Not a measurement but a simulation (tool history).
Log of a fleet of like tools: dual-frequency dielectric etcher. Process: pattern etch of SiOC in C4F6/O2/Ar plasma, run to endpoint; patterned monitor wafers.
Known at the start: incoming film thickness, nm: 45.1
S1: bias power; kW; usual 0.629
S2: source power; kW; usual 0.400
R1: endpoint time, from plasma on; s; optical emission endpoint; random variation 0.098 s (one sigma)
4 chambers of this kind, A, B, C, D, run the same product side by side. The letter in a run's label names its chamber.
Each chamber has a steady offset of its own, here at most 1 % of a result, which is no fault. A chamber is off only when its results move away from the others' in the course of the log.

run	hour	S1	S2	R1
1D	6.5	0.629	0.400	13.813
2C	11.2	0.629	0.400	13.619
3B	17.4	0.629	0.400	13.962
4A	23.7	0.629	0.400	14.107
5B	30.3	0.629	0.400	13.963
6C	36.6	0.629	0.400	13.714
7D	40.6	0.748	0.400	12.868
8A	45.1	0.748	0.400	12.940
9D	50.6	0.748	0.400	12.972
10C	55.2	0.748	0.400	12.901
11A	62.6	0.629	0.400	13.743
12B	68.3	0.629	0.400	14.125
13B	74.3	0.629	0.400	13.813
14A	78.8	0.629	0.400	13.853
15C	83.2	0.629	0.400	13.627
16D	88.5	0.629	0.400	13.850
17C	93.8	0.629	0.400	13.668
18D	101.9	0.629	0.400	13.871
19B	109.8	0.629	0.400	13.820
20A	116.4	0.629	0.400	13.753
21B	120.4	0.629	0.400	13.803
22D	128.8	0.629	0.400	13.783
23A	133.7	0.629	0.400	13.823
# hour 136.9: chamber B: wet clean of the chamber
24C	141.6	0.478	0.450	14.190
25A	145.7	0.478	0.450	14.666
26C	153.4	0.478	0.450	14.187
27B	158.2	0.478	0.450	14.745
28D	166.4	0.629	0.400	13.646
29D	170.6	0.629	0.400	13.818
30C	178.7	0.730	0.320	13.661
31A	182.7	0.730	0.320	14.099
32B	189.1	0.730	0.320	14.340
33C	194.3	0.730	0.320	13.676
34D	202.2	0.629	0.400	13.806
35A	207.2	0.629	0.400	13.989
36B	215.6	0.629	0.400	13.689
37C	220.4	0.629	0.400	13.151
38B	228.2	0.629	0.400	13.888
39D	233.5	0.629	0.400	13.937
40A	239.0	0.629	0.400	13.759

What goes on in this fleet: one chamber off, a drifting gauge, or nothing beyond the chambers' own small offsets? Name the chamber and the cause, if any.

Chamber C drifts away from the others.
Cause: etch rate over this chamber's usual, % = 5.45.

Here are 4 candidates for chamber C's next run, each the usual settings with a change, their results left as question marks. Which one brings its results back in line with what the others give on the usual settings?
In line means no further than this from the other chambers' mean on the usual settings: R1 0.340 s
41C-1	245.0	0.619	0.390	?
41C-2	245.0	0.540	0.400	?
41C-3	245.0	0.629	0.410	?
41C-4	245.0	0.629	0.460	?

The other chambers' mean on the usual settings: R1 13.867 s
run	R1
41C-1	13.281
41C-2	13.875
41C-3	12.960
41C-4	12.427
41C-2 brings the chamber back in line.

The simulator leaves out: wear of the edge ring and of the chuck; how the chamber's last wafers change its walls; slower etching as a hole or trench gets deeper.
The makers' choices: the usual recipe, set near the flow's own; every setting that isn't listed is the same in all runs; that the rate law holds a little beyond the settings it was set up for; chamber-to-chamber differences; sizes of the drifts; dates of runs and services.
